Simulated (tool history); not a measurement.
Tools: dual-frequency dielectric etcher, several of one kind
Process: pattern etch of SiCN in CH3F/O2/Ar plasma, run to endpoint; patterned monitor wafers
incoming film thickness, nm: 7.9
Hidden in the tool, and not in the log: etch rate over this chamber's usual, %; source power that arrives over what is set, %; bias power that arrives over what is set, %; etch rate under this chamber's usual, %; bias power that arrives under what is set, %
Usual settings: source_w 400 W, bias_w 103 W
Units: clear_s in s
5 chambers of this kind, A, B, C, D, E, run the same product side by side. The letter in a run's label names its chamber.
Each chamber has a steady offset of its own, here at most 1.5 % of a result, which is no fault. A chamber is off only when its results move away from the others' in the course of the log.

| run | day | source_w | bias_w | hours since the last wet clean | hours since the last source power generator calibration | hours since the last bias power generator calibration | clear_s |
|---|---|---|---|---|---|---|---|
| 1C | 0.158 | 400 | 103 | 64.6 | 345.5 | 3647.5 | 18.351 |
| 2D | 0.346 | 400 | 103 | 85.9 | 431.4 | 1242.9 | 18.455 |
| 3A | 0.467 | 400 | 103 | 204.2 | 3263.1 | 2821.2 | 18.317 |
| 4E | 0.579 | 400 | 103 | 343.5 | 598.5 | 1075.2 | 18.719 |
| 5B | 0.738 | 400 | 103 | 439 | 4271.7 | 1015.3 | 18.3 |
| 6E | 0.867 | 400 | 103 | 350.4 | 605.4 | 1082.1 | 18.763 |
|  | 0.962 | chamber B: source power generator calibrated |
| 7D | 1 | 400 | 103 | 101.6 | 447.1 | 1258.6 | 18.43 |
| 8B | 1.117 | 400 | 103 | 448.1 | 3.7 | 1024.4 | 18.245 |
| 9C | 1.221 | 400 | 103 | 90.1 | 371 | 3673 | 18.471 |
| 10A | 1.342 | 400 | 103 | 225.2 | 3284.1 | 2842.2 | 18.393 |
| 11A | 1.492 | 400 | 103 | 228.8 | 3287.7 | 2845.8 | 18.448 |
| 12D | 1.638 | 400 | 103 | 116.9 | 462.4 | 1273.9 | 18.583 |
| 13E | 1.767 | 450 | 103 | 372 | 627 | 1103.7 | 17.927 |
| 14C | 1.896 | 450 | 103 | 106.3 | 387.2 | 3689.2 | 17.741 |
| 15B | 2.067 | 450 | 103 | 470.9 | 26.5 | 1047.2 | 17.469 |
| 16A | 2.262 | 450 | 103 | 247.3 | 3306.2 | 2864.3 | 17.719 |
| 17B | 2.404 | 450 | 103 | 479 | 34.6 | 1055.3 | 17.447 |
| 18D | 2.558 | 430 | 103 | 139 | 484.5 | 1296 | 18.056 |
| 19C | 2.758 | 430 | 103 | 127 | 407.9 | 3709.9 | 17.964 |
| 20E | 2.946 | 430 | 103 | 400.3 | 655.3 | 1132 | 18.293 |
| 21C | 3.083 | 430 | 103 | 134.8 | 415.7 | 3717.7 | 17.973 |
| 22D | 3.258 | 430 | 103 | 155.8 | 501.3 | 1312.8 | 17.947 |
| 23B | 3.462 | 400 | 103 | 504.4 | 60 | 1080.7 | 18.462 |
| 24E | 3.65 | 470 | 103 | 417.2 | 672.2 | 1148.9 | 17.659 |
| 25A | 3.746 | 470 | 103 | 282.9 | 3341.8 | 2899.9 | 17.235 |
| 26B | 3.962 | 470 | 103 | 516.4 | 72 | 1092.7 | 17.376 |
| 27E | 4.138 | 470 | 103 | 428.9 | 683.9 | 1160.6 | 17.633 |
| 28D | 4.242 | 470 | 103 | 179.4 | 524.9 | 1336.4 | 17.376 |
| 29A | 4.421 | 490 | 103 | 299.1 | 3358 | 2916.1 | 17.008 |
| 30C | 4.596 | 490 | 103 | 171.1 | 452 | 3754 | 17.068 |
| 31C | 4.8 | 490 | 103 | 176 | 456.9 | 3758.9 | 17.089 |
| 32D | 4.962 | 490 | 103 | 196.7 | 542.2 | 1353.7 | 17.089 |
| 33E | 5.162 | 490 | 103 | 453.5 | 708.5 | 1185.2 | 17.508 |
| 34A | 5.275 | 400 | 103 | 319.6 | 3378.5 | 2936.6 | 18.23 |
| 35B | 5.488 | 400 | 103 | 553 | 108.6 | 1129.3 | 18.728 |
| 36E | 5.592 | 400 | 103 | 463.8 | 718.8 | 1195.5 | 18.781 |
|  | 5.692 | chamber E: wet clean of the chamber |
| 37A | 5.762 | 430 | 103 | 331.3 | 3390.2 | 2948.3 | 17.871 |
| 38C | 5.967 | 430 | 103 | 204 | 484.9 | 3786.9 | 18.043 |
| 39B | 6.175 | 430 | 103 | 569.5 | 125.1 | 1145.8 | 18.26 |
| 40D | 6.362 | 430 | 103 | 230.3 | 575.8 | 1387.3 | 18.022 |
| 41A | 6.5 | 430 | 103 | 349 | 3407.9 | 2966 | 17.882 |
| 42C | 6.65 | 400 | 103 | 220.4 | 501.3 | 3803.3 | 18.483 |
| 43E | 6.783 | 400 | 103 | 26.3 | 747.4 | 1224.1 | 18.807 |
| 44D | 6.958 | 400 | 103 | 244.6 | 590.1 | 1401.6 | 18.431 |

All 5 chambers run these settings next. Forecast each chamber's results:
| 45A | 7.112 | 400 | 103 |  |  |  | ? |
| 45B | 7.112 | 400 | 103 |  |  |  | ? |
| 45C | 7.112 | 400 | 103 |  |  |  | ? |
| 45D | 7.112 | 400 | 103 |  |  |  | ? |
| 45E | 7.112 | 400 | 103 |  |  |  | ? |

| run | clear_s |
|---|---|
| 45A | 18.435 |
| 45B | 18.845 |
| 45C | 18.473 |
| 45D | 18.404 |
| 45E | 18.695 |

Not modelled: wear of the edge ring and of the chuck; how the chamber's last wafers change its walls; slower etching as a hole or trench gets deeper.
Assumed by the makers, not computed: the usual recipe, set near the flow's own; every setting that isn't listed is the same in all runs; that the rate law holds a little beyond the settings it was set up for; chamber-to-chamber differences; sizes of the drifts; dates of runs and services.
